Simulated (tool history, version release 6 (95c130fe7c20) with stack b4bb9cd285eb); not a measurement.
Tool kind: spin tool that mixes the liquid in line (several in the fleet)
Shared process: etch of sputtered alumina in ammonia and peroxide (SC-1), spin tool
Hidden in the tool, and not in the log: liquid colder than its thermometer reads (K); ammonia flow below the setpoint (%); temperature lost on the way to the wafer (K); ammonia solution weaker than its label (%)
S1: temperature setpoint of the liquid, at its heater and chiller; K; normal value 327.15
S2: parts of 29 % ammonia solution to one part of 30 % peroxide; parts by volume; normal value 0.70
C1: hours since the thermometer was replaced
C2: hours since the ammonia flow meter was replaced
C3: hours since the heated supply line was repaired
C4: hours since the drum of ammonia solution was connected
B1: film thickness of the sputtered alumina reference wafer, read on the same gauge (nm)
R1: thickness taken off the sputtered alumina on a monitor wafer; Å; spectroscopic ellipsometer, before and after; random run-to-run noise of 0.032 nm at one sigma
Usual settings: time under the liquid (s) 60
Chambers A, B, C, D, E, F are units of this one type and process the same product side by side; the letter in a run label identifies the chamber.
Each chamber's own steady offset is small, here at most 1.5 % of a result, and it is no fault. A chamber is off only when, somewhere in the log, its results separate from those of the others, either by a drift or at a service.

Run 1F, day 0.200: usual settings; C1 358.0; C2 554.8; C3 44.6; C4 166.1; B1 40.008. Result: R1 39.977 Å.
Run 2C, day 0.533: usual settings; C1 1376.0; C2 1584.6; C3 2701.0; C4 61.4; B1 40.006. Result: R1 40.982 Å.
Run 3E, day 0.954: usual settings; C1 290.7; C2 841.8; C3 1251.9; C4 631.3; B1 39.990. Result: R1 41.281 Å.
Run 4A, day 1.321: usual settings; C1 3168.0; C2 1127.5; C3 1004.5; C4 104.4; B1 39.989. Result: R1 39.802 Å.
Run 5D, day 1.654: usual settings; C1 298.1; C2 337.0; C3 851.5; C4 271.9; B1 40.004. Result: R1 40.570 Å.
Run 6B, day 1.933: usual settings but S2 0.50 parts by volume; C1 454.9; C2 524.0; C3 848.5; C4 47.7; B1 40.012. Result: R1 39.650 Å.
At day 2.046: chamber F: new drum of ammonia solution connected.
Run 7D, day 2.162: usual settings but S2 0.50 parts by volume; C1 310.3; C2 349.2; C3 863.7; C4 284.1; B1 39.995. Result: R1 39.543 Å.
Run 8F, day 2.562: usual settings but S2 0.50 parts by volume; C1 414.7; C2 611.5; C3 101.3; C4 12.4; B1 40.003. Result: R1 38.970 Å.
Run 9B, day 3.000: usual settings but S2 0.50 parts by volume; C1 480.5; C2 549.6; C3 874.1; C4 73.3; B1 39.978. Result: R1 38.210 Å.
Run 10A, day 3.283: usual settings but S2 0.50 parts by volume; C1 3215.1; C2 1174.6; C3 1051.6; C4 151.5; B1 40.004. Result: R1 38.718 Å.
At day 3.554: chamber C: heated supply line repaired.
Run 11E, day 3.688: usual settings but S2 0.50 parts by volume; C1 356.3; C2 907.4; C3 1317.5; C4 696.9; B1 40.010. Result: R1 39.215 Å.
Run 12C, day 3.892: usual settings; C1 1456.6; C2 1665.2; C3 8.2; C4 142.0; B1 39.988. Result: R1 40.444 Å.
At day 3.900: chamber D: heated supply line repaired.
Run 13E, day 4.242: usual settings; C1 369.6; C2 920.7; C3 1330.8; C4 710.2; B1 40.008. Result: R1 41.387 Å.
Run 14B, day 4.696: usual settings but S1 324.15 K; C1 521.2; C2 590.3; C3 914.8; C4 114.0; B1 40.021. Result: R1 33.460 Å.
At day 4.750: chamber A: thermometer replaced.
Run 15D, day 4.979: usual settings but S1 324.15 K; C1 377.9; C2 416.8; C3 26.0; C4 351.7; B1 40.006. Result: R1 34.307 Å.
Run 16C, day 5.312: usual settings but S1 324.15 K; C1 1490.7; C2 1699.3; C3 42.3; C4 176.1; B1 40.012. Result: R1 34.950 Å.
Run 17F, day 5.779: usual settings but S1 324.15 K; C1 491.9; C2 688.7; C3 178.5; C4 89.6; B1 40.025. Result: R1 34.379 Å.
Run 18A, day 5.996: usual settings but S1 324.15 K; C1 30.0; C2 1239.7; C3 1116.7; C4 216.6; B1 40.019. Result: R1 34.873 Å.
Run 19D, day 6.350: usual settings but S1 324.15 K; C1 410.8; C2 449.7; C3 58.9; C4 384.6; B1 39.995. Result: R1 34.810 Å.
Run 20C, day 6.725: usual settings; C1 1524.6; C2 1733.2; C3 76.2; C4 210.0; B1 39.978. Result: R1 41.019 Å.
Run 21B, day 6.946: usual settings; C1 575.2; C2 644.3; C3 968.8; C4 168.0; B1 39.998. Result: R1 37.945 Å.
At day 7.021: chamber C: thermometer replaced.
Run 22E, day 7.383: usual settings; C1 445.0; C2 996.1; C3 1406.2; C4 785.6; B1 40.000. Result: R1 40.714 Å.
Run 23A, day 7.762: usual settings but time under the liquid (s) 45; C1 72.4; C2 1282.1; C3 1159.1; C4 259.0; B1 39.992. Result: R1 30.805 Å.
At day 7.996: chamber C: ammonia flow meter replaced.
Run 24F, day 8.029: usual settings but time under the liquid (s) 45; C1 545.9; C2 742.7; C3 232.5; C4 143.6; B1 39.990. Result: R1 30.627 Å.
Run 25C, day 8.258: usual settings but time under the liquid (s) 45; C1 29.7; C2 6.4; C3 113.0; C4 246.8; B1 40.000. Result: R1 30.720 Å.
At day 8.412: chamber C: new drum of ammonia solution connected.
Run 26E, day 8.508: usual settings but time under the liquid (s) 45; C1 472.0; C2 1023.1; C3 1433.2; C4 812.6; B1 40.006. Result: R1 30.411 Å.
Run 27D, day 8.729: usual settings but time under the liquid (s) 45; C1 467.9; C2 506.8; C3 116.0; C4 441.7; B1 40.012. Result: R1 30.214 Å.
Run 28F, day 9.071: usual settings but time under the liquid (s) 45; C1 570.9; C2 767.7; C3 257.5; C4 168.6; B1 39.975. Result: R1 30.882 Å.
At day 9.246: chamber B: new drum of ammonia solution connected.
At day 9.262: chamber D: ammonia flow meter replaced.
Run 29A, day 9.279: usual settings; C1 108.8; C2 1318.5; C3 1195.5; C4 295.4; B1 39.988. Result: R1 40.227 Å.
Run 30B, day 9.562: usual settings; C1 638.0; C2 707.1; C3 1031.6; C4 7.7; B1 39.995. Result: R1 37.453 Å.
Run 31E, day 9.775: usual settings; C1 502.4; C2 1053.5; C3 1463.6; C4 843.0; B1 39.998. Result: R1 40.787 Å.
Run 32A, day 10.038: usual settings; C1 127.0; C2 1336.7; C3 1213.7; C4 313.6; B1 39.984. Result: R1 40.228 Å.
Run 33C, day 10.412: usual settings; C1 81.4; C2 58.1; C3 164.7; C4 48.0; B1 40.000. Result: R1 41.484 Å.
Run 34F, day 10.788: usual settings; C1 612.1; C2 808.9; C3 298.7; C4 209.8; B1 39.989. Result: R1 40.408 Å.
Run 35D, day 11.217: usual settings; C1 527.6; C2 46.9; C3 175.7; C4 501.4; B1 40.009. Result: R1 40.452 Å.
Run 36B, day 11.467: usual settings but S2 0.85 parts by volume; C1 683.7; C2 752.8; C3 1077.3; C4 53.4; B1 39.986. Result: R1 37.489 Å.
Run 37D, day 11.733: usual settings but S2 0.85 parts by volume; C1 540.0; C2 59.3; C3 188.1; C4 513.8; B1 39.996. Result: R1 41.577 Å.
Run 38C, day 11.938: usual settings but S2 0.85 parts by volume; C1 118.0; C2 94.7; C3 201.3; C4 84.6; B1 39.999. Result: R1 41.510 Å.

Each of the 6 chambers runs these same settings next. Fill in every chamber's results:
Run 39A, day 12.271: usual settings but S1 323.15 K. Result: R1 ?.
Run 39B, day 12.271: usual settings but S1 323.15 K. Result: R1 ?.
Run 39C, day 12.271: usual settings but S1 323.15 K. Result: R1 ?.
Run 39D, day 12.271: usual settings but S1 323.15 K. Result: R1 ?.
Run 39E, day 12.271: usual settings but S1 323.15 K. Result: R1 ?.
Run 39F, day 12.271: usual settings but S1 323.15 K. Result: R1 ?.

run      R1
39A  32.421
39B  29.001
39C  33.012
39D  32.899
39E  32.778
39F  32.895
